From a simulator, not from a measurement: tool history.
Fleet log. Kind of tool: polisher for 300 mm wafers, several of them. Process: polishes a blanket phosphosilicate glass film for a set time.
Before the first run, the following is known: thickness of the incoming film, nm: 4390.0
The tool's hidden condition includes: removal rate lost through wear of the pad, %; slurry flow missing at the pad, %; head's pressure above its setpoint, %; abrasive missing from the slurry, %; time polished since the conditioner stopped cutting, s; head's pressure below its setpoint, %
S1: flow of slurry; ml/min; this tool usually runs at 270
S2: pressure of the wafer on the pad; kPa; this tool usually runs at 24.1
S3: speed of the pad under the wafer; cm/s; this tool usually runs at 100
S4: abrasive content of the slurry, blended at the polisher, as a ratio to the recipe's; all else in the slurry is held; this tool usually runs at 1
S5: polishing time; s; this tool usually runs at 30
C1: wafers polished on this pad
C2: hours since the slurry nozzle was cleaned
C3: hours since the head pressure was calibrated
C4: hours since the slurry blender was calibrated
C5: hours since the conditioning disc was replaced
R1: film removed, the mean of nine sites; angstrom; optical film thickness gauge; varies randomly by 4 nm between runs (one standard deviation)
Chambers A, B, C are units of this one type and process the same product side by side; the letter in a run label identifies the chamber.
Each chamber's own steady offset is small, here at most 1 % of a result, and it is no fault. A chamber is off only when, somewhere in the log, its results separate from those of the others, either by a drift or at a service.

run	hour	S1	S2	S3	S4	S5	C1	C2	C3	C4	C5	R1
1C	6.7	270	24.1	100	1	30	301	470	31	127	118.6	3465.4
2A	18.3	270	24.1	100	1	30	480	399.9	1167.6	168.9	147.8	3430.8
3B	25.1	270	24.1	100	1	30	630	154.1	642.3	267.6	91.6	3436.5
# hour 37.1: chamber A: worn pad replaced by a new one
4B	38.4	270	24.1	100	1	30	839	167.4	655.6	280.9	104.9	3342
5A	46.2	270	24.1	100	1	30	143	427.8	1195.5	196.8	175.7	3429.5
# hour 51.5: chamber B: slurry blender recalibrated
6C	55.3	270	24.1	100	1	30	1065	518.6	79.6	175.6	167.2	3394.8
# hour 62.9: chamber C: worn pad replaced by a new one
7A	67.8	270	24.1	100	1	30	483	449.4	1217.1	218.4	197.3	3419.2
# hour 79.5: chamber A: worn pad replaced by a new one
8B	82.4	270	24.1	100	1	30	1531	211.4	699.6	31	148.9	3282.4
9C	94.4	270	26.9	100	1	30	496	557.7	118.7	214.7	206.3	3888
10B	108.8	270	26.9	100	1	30	1946	237.8	726	57.4	175.3	3563.8
# hour 109.9: chamber A: slurry blender recalibrated
11C	123.5	270	26.9	100	1	30	954	586.8	147.8	243.8	235.4	3816.4
# hour 124.2: chamber A: worn pad replaced by a new one
# hour 126: chamber B: conditioning disc replaced and pad reconditioned
12A	131.5	270	24.1	100	1	30	115	513.1	1280.8	21.7	261	3439.3
13C	139.6	270	24.1	100	1	30	1207	602.9	163.9	259.9	251.5	3412.6
# hour 147: chamber C: worn pad replaced by a new one
14A	152.7	270	24.1	100	1	30	448	534.3	1302	42.9	282.2	3395.9
# hour 153.5: chamber A: head pressure recalibrated
# hour 164.1: chamber A: worn pad replaced by a new one
15B	166.7	270	24.1	100	0.75	30	2857	295.7	783.9	115.3	40.8	2694.5
# hour 173.7: chamber B: head pressure recalibrated
16B	178.4	270	24.1	100	0.75	30	3041	307.4	4.8	127	52.5	2670.6
17C	185.1	270	24.1	100	0.75	30	599	648.4	209.4	305.4	297	2947.9
# hour 192.1: chamber A: conditioning disc replaced and pad reconditioned
18A	196.3	270	24.1	100	1	30	507	577.9	42.8	86.5	4.2	3427.1
19A	204.5	270	24.1	100	1	30	636	586.1	51	94.7	12.4	3423.2
20C	212.1	270	24.1	100	1	30	1024	675.4	236.4	332.4	324	3458.8

Has any chamber moved away from the others, gradually or after a service, or does the common gauge drift, or do the chambers differ only by their own small steady offsets? State the chamber and the most likely cause if one applies.

It is chamber B that slowly wanders off from its peers.
What lies behind it: removal rate lost through wear of the pad, % = 14.4.

Below are 4 candidate recipes for chamber B's next run, each the usual settings with a change, their results shown as question marks. Which of them brings B's results back in line with what the other chambers give on the usual settings?
A result is in line if it is within this distance of the other chambers' mean on the usual settings: R1 140 angstrom
21B-1	222.7	275	24.1	118	1.05	30						?
21B-2	222.7	270	24.1	100	1	28						?
21B-3	222.7	270	24.1	110	1	30						?
21B-4	222.7	270	20.7	100	1	30						?

Usual-settings mean across the other chambers: R1 3447.9 angstrom
run	R1
21B-1	3365.6
21B-2	2690
21B-3	3108.8
21B-4	2464.3
It is 21B-1 that realigns the chamber with its peers.
